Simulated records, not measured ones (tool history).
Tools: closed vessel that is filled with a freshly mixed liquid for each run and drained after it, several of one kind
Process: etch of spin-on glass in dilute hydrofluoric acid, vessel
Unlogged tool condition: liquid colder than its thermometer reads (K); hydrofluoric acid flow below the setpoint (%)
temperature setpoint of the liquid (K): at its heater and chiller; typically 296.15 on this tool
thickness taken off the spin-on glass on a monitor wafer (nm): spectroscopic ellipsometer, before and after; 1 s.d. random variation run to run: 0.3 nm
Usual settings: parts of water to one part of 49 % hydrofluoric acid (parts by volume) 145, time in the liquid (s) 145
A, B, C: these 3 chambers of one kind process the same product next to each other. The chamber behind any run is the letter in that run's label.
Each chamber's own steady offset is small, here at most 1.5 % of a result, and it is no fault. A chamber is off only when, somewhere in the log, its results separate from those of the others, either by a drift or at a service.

run   hour  temperature setpoint of the liquid (K)  parts of water to one part of 49 % hydrofluoric acid (parts by volume)  time in the liquid (s)  hours since the thermometer was replaced  hours since the hydrofluoric acid flow meter was replaced  read-back film thickness of the spin-on glass reference wafer, read on the same gauge (nm)  thickness taken off the spin-on glass on a monitor wafer (nm)
       4.2  -- chamber C: thermometer replaced
 1C   10.3                                  296.15                                                                     145                     145                                       6.2                                                      426.3                                                                                      60.004                                                         47.714
 2A   19.9                                  296.15                                                                     145                     145                                    1407.8                                                     1982.1                                                                                      60.031                                                         46.999
 3B   26.7                                  296.15                                                                     145                     145                                     562.8                                                     1406.9                                                                                      59.968                                                         46.490
 4A   33.2                                  296.15                                                                     145                     145                                    1421.1                                                     1995.4                                                                                      59.976                                                         47.162
      42.4  -- chamber A: thermometer replaced
 5B   45.6                                  296.15                                                                     145                     145                                     581.7                                                     1425.8                                                                                      60.021                                                         46.194
 6C   57.8                                  296.15                                                                     145                     145                                      53.7                                                      473.8                                                                                      60.032                                                         47.339
 7B   70.9                                  296.15                                                                     145                     145                                     607.0                                                     1451.1                                                                                      60.021                                                         46.728
 8A   80.5                                  296.15                                                                     145                     145                                      38.1                                                     2042.7                                                                                      59.974                                                         47.216
 9C   87.4                                  296.15                                                                     145                     145                                      83.3                                                      503.4                                                                                      60.016                                                         47.535
10A   98.2                                  296.15                                                                     145                     145                                      55.8                                                     2060.4                                                                                      59.992                                                         46.351
11C  110.4                                  296.15                                                                     145                     145                                     106.3                                                      526.4                                                                                      59.996                                                         47.418
12B  121.3                                  296.15                                                                     145                     145                                     657.4                                                     1501.5                                                                                      59.954                                                         46.140
13C  132.6                                  298.15                                                                     200                     145                                     128.5                                                      548.6                                                                                      59.968                                                         34.923
14A  145.6                                  298.15                                                                     200                     145                                     103.2                                                     2107.8                                                                                      60.025                                                         34.193
15B  159.1                                  298.15                                                                     200                     145                                     695.2                                                     1539.3                                                                                      60.014                                                         33.365
16A  172.9                                  296.15                                                                     145                     145                                     130.5                                                     2135.1                                                                                      60.017                                                         47.237
17B  180.2                                  296.15                                                                     145                     145                                     716.3                                                     1560.4                                                                                      60.057                                                         45.506
18C  191.6                                  300.65                                                                     210                     145                                     187.5                                                      607.6                                                                                      59.988                                                         36.100
19A  199.9                                  300.65                                                                     210                     145                                     157.5                                                     2162.1                                                                                      59.976                                                         35.033
20C  210.4                                  300.65                                                                     210                     145                                     206.3                                                      626.4                                                                                      59.987                                                         36.285
21B  219.1                                  296.15                                                                     145                     145                                     755.2                                                     1599.3                                                                                      59.941                                                         44.648
22B  229.3                                  300.65                                                                     145                     145                                     765.4                                                     1609.5                                                                                      60.039                                                         53.052
23A  240.2                                  300.65                                                                     145                     145                                     197.8                                                     2202.4                                                                                      59.990                                                         55.253
24C  247.1                                  300.65                                                                     145                     145                                     243.0                                                      663.1                                                                                      60.010                                                         56.697
25A  260.4                                  296.15                                                                     145                     145                                     218.0                                                     2222.6                                                                                      59.957                                                         46.496
26B  269.6                                  296.15                                                                     145                     145                                     805.7                                                     1649.8                                                                                      59.991                                                         43.144
27C  282.1                                  296.15                                                                     145                     145                                     278.0                                                      698.1                                                                                      60.016                                                         47.287
28C  292.2                                  296.15                                                                     145                     145                                     288.1                                                      708.2                                                                                      60.047                                                         47.748
29A  299.2                                  296.15                                                                     145                     145                                     256.8                                                     2261.4                                                                                      59.987                                                         47.052

The same settings go to every chamber for the next run, one line per chamber below. Forecast the results for each:
30A  309.3                                  296.15                                                                     145                     225                                                                                                                                                                                                                                                               ?
30B  309.3                                  296.15                                                                     145                     225                                                                                                                                                                                                                                                               ?
30C  309.3                                  296.15                                                                     145                     225                                                                                                                                                                                                                                                               ?

run  thickness taken off the spin-on glass on a monitor wafer (nm)
30A                                                         73.317
30B                                                         65.834
30C                                                         73.314
